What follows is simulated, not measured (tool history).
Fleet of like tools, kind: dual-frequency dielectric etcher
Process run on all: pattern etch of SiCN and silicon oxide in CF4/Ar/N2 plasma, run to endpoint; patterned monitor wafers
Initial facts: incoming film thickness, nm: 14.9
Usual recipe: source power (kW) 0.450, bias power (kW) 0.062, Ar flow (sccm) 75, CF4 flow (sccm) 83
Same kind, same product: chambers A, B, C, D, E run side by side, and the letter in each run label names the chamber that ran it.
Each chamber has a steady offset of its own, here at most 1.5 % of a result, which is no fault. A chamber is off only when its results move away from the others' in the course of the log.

{"run": "1E", "day": 0.325, "source power (kW)": 0.45, "bias power (kW)": 0.062, "Ar flow (sccm)": 75, "CF4 flow (sccm)": 83, "endpoint time (s)": 17.177}
{"run": "2B", "day": 0.521, "source power (kW)": 0.45, "bias power (kW)": 0.062, "Ar flow (sccm)": 75, "CF4 flow (sccm)": 83, "endpoint time (s)": 16.894}
{"run": "3C", "day": 0.892, "source power (kW)": 0.45, "bias power (kW)": 0.062, "Ar flow (sccm)": 75, "CF4 flow (sccm)": 83, "endpoint time (s)": 16.982}
{"run": "4A", "day": 1.258, "source power (kW)": 0.45, "bias power (kW)": 0.062, "Ar flow (sccm)": 75, "CF4 flow (sccm)": 83, "endpoint time (s)": 16.82}
{"run": "5D", "day": 1.621, "source power (kW)": 0.45, "bias power (kW)": 0.062, "Ar flow (sccm)": 75, "CF4 flow (sccm)": 83, "endpoint time (s)": 17.267}
{"run": "6E", "day": 1.925, "source power (kW)": 0.45, "bias power (kW)": 0.062, "Ar flow (sccm)": 75, "CF4 flow (sccm)": 83, "endpoint time (s)": 17.154}
{"run": "7D", "day": 2.133, "source power (kW)": 0.45, "bias power (kW)": 0.062, "Ar flow (sccm)": 75, "CF4 flow (sccm)": 83, "endpoint time (s)": 17.032}
{"run": "8A", "day": 2.371, "source power (kW)": 0.45, "bias power (kW)": 0.062, "Ar flow (sccm)": 75, "CF4 flow (sccm)": 83, "endpoint time (s)": 16.921}
{"run": "9C", "day": 2.746, "source power (kW)": 0.45, "bias power (kW)": 0.062, "Ar flow (sccm)": 75, "CF4 flow (sccm)": 83, "endpoint time (s)": 17.045}
{"run": "10B", "day": 3.05, "source power (kW)": 0.45, "bias power (kW)": 0.062, "Ar flow (sccm)": 75, "CF4 flow (sccm)": 83, "endpoint time (s)": 16.863}
{"run": "11E", "day": 3.396, "source power (kW)": 0.45, "bias power (kW)": 0.062, "Ar flow (sccm)": 75, "CF4 flow (sccm)": 83, "endpoint time (s)": 17.226}
{"run": "12B", "day": 3.65, "source power (kW)": 0.45, "bias power (kW)": 0.062, "Ar flow (sccm)": 75, "CF4 flow (sccm)": 83, "endpoint time (s)": 16.839}
{"run": "13D", "day": 4.05, "source power (kW)": 0.45, "bias power (kW)": 0.062, "Ar flow (sccm)": 75, "CF4 flow (sccm)": 83, "endpoint time (s)": 17.313}
{"run": "14C", "day": 4.425, "source power (kW)": 0.45, "bias power (kW)": 0.062, "Ar flow (sccm)": 75, "CF4 flow (sccm)": 103, "endpoint time (s)": 16.627}
{"run": "15A", "day": 4.792, "source power (kW)": 0.45, "bias power (kW)": 0.062, "Ar flow (sccm)": 75, "CF4 flow (sccm)": 103, "endpoint time (s)": 16.549}
{"run": "16B", "day": 5.125, "source power (kW)": 0.45, "bias power (kW)": 0.062, "Ar flow (sccm)": 75, "CF4 flow (sccm)": 103, "endpoint time (s)": 16.347}
{"run": "17A", "day": 5.333, "source power (kW)": 0.45, "bias power (kW)": 0.062, "Ar flow (sccm)": 75, "CF4 flow (sccm)": 103, "endpoint time (s)": 16.232}
{"day": 5.688, "done": "chamber E: wet clean of the chamber"}
{"run": "18E", "day": 5.746, "source power (kW)": 0.45, "bias power (kW)": 0.062, "Ar flow (sccm)": 75, "CF4 flow (sccm)": 103, "endpoint time (s)": 16.704}
{"run": "19C", "day": 5.996, "source power (kW)": 0.45, "bias power (kW)": 0.062, "Ar flow (sccm)": 90, "CF4 flow (sccm)": 98, "endpoint time (s)": 17.227}
{"run": "20D", "day": 6.379, "source power (kW)": 0.45, "bias power (kW)": 0.062, "Ar flow (sccm)": 90, "CF4 flow (sccm)": 98, "endpoint time (s)": 17.223}
{"run": "21A", "day": 6.625, "source power (kW)": 0.45, "bias power (kW)": 0.062, "Ar flow (sccm)": 90, "CF4 flow (sccm)": 98, "endpoint time (s)": 17.001}
{"run": "22E", "day": 7.033, "source power (kW)": 0.45, "bias power (kW)": 0.062, "Ar flow (sccm)": 90, "CF4 flow (sccm)": 98, "endpoint time (s)": 17.189}
{"run": "23B", "day": 7.388, "source power (kW)": 0.45, "bias power (kW)": 0.062, "Ar flow (sccm)": 90, "CF4 flow (sccm)": 98, "endpoint time (s)": 16.887}
{"run": "24C", "day": 7.683, "source power (kW)": 0.45, "bias power (kW)": 0.062, "Ar flow (sccm)": 75, "CF4 flow (sccm)": 83, "endpoint time (s)": 17.075}
{"run": "25D", "day": 8.046, "source power (kW)": 0.45, "bias power (kW)": 0.062, "Ar flow (sccm)": 75, "CF4 flow (sccm)": 83, "endpoint time (s)": 17.157}
{"day": 8.196, "done": "chamber D: CF4 flow controller replaced"}
{"run": "26C", "day": 8.312, "source power (kW)": 0.49, "bias power (kW)": 0.062, "Ar flow (sccm)": 87, "CF4 flow (sccm)": 83, "endpoint time (s)": 16.211}
{"day": 8.629, "done": "chamber A: bias power generator calibrated"}
{"run": "27B", "day": 8.704, "source power (kW)": 0.49, "bias power (kW)": 0.062, "Ar flow (sccm)": 87, "CF4 flow (sccm)": 83, "endpoint time (s)": 15.828}
{"day": 8.758, "done": "chamber C: wet clean of the chamber"}
{"run": "28D", "day": 9.004, "source power (kW)": 0.49, "bias power (kW)": 0.062, "Ar flow (sccm)": 87, "CF4 flow (sccm)": 83, "endpoint time (s)": 16.255}
{"run": "29A", "day": 9.358, "source power (kW)": 0.49, "bias power (kW)": 0.062, "Ar flow (sccm)": 87, "CF4 flow (sccm)": 83, "endpoint time (s)": 15.914}
{"run": "30E", "day": 9.708, "source power (kW)": 0.49, "bias power (kW)": 0.062, "Ar flow (sccm)": 87, "CF4 flow (sccm)": 83, "endpoint time (s)": 16.222}
{"run": "31A", "day": 10.129, "source power (kW)": 0.45, "bias power (kW)": 0.068, "Ar flow (sccm)": 75, "CF4 flow (sccm)": 90, "endpoint time (s)": 15.957}
{"run": "32D", "day": 10.521, "source power (kW)": 0.45, "bias power (kW)": 0.068, "Ar flow (sccm)": 75, "CF4 flow (sccm)": 90, "endpoint time (s)": 16.448}
{"run": "33E", "day": 10.829, "source power (kW)": 0.45, "bias power (kW)": 0.068, "Ar flow (sccm)": 75, "CF4 flow (sccm)": 90, "endpoint time (s)": 16.414}
{"run": "34B", "day": 11.15, "source power (kW)": 0.45, "bias power (kW)": 0.068, "Ar flow (sccm)": 75, "CF4 flow (sccm)": 90, "endpoint time (s)": 16.041}
{"day": 11.283, "done": "chamber B: wet clean of the chamber"}
{"run": "35C", "day": 11.492, "source power (kW)": 0.45, "bias power (kW)": 0.068, "Ar flow (sccm)": 75, "CF4 flow (sccm)": 90, "endpoint time (s)": 16.449}
{"run": "36C", "day": 11.896, "source power (kW)": 0.45, "bias power (kW)": 0.075, "Ar flow (sccm)": 75, "CF4 flow (sccm)": 104, "endpoint time (s)": 15.621}
{"run": "37E", "day": 12.304, "source power (kW)": 0.45, "bias power (kW)": 0.075, "Ar flow (sccm)": 75, "CF4 flow (sccm)": 104, "endpoint time (s)": 15.705}
{"run": "38B", "day": 12.721, "source power (kW)": 0.45, "bias power (kW)": 0.075, "Ar flow (sccm)": 75, "CF4 flow (sccm)": 104, "endpoint time (s)": 15.445}
{"run": "39A", "day": 13.112, "source power (kW)": 0.45, "bias power (kW)": 0.075, "Ar flow (sccm)": 75, "CF4 flow (sccm)": 104, "endpoint time (s)": 15.272}
{"run": "40D", "day": 13.329, "source power (kW)": 0.45, "bias power (kW)": 0.075, "Ar flow (sccm)": 75, "CF4 flow (sccm)": 104, "endpoint time (s)": 15.705}
{"day": 13.55, "done": "chamber B: CF4 flow controller replaced"}
{"run": "41B", "day": 13.65, "source power (kW)": 0.45, "bias power (kW)": 0.062, "Ar flow (sccm)": 75, "CF4 flow (sccm)": 83, "endpoint time (s)": 16.85}
{"run": "42A", "day": 13.954, "source power (kW)": 0.45, "bias power (kW)": 0.062, "Ar flow (sccm)": 75, "CF4 flow (sccm)": 83, "endpoint time (s)": 16.494}

Is one chamber off against the others, does the gauge drift, or is nothing wrong? If a chamber is off, say which, and what the likeliest cause is.

Little by little, chamber A moves away from the other chambers.
What lies behind it: etch rate over this chamber's usual, % = 2.93.
Not necessarily distinguishable in this log from: source power that arrives over what is set, %.

Chamber A could run next with any of the 4 candidate recipes listed below; each alters the usual settings, and their results appear as question marks. Which one brings its results back in line with what the other chambers deliver on the usual settings?
Counts as in line when no further than this from what the other chambers average on the usual settings: endpoint time (s) 0.280
{"run": "43A-1", "day": 14.262, "source power (kW)": 0.48, "bias power (kW)": 0.063, "Ar flow (sccm)": 74, "CF4 flow (sccm)": 84, "endpoint time (s)": "?"}
{"run": "43A-2", "day": 14.262, "source power (kW)": 0.46, "bias power (kW)": 0.063, "Ar flow (sccm)": 75, "CF4 flow (sccm)": 83, "endpoint time (s)": "?"}
{"run": "43A-3", "day": 14.262, "source power (kW)": 0.45, "bias power (kW)": 0.056, "Ar flow (sccm)": 75, "CF4 flow (sccm)": 83, "endpoint time (s)": "?"}
{"run": "43A-4", "day": 14.262, "source power (kW)": 0.45, "bias power (kW)": 0.052, "Ar flow (sccm)": 75, "CF4 flow (sccm)": 77, "endpoint time (s)": "?"}

Other chambers, usual settings, mean: endpoint time (s) 17.028
run=43A-1 endpoint_time_(s)=15.482
run=43A-2 endpoint_time_(s)=16.141
run=43A-3 endpoint_time_(s)=17.068
run=43A-4 endpoint_time_(s)=17.643
43A-3 puts the chamber back in line with the other chambers.
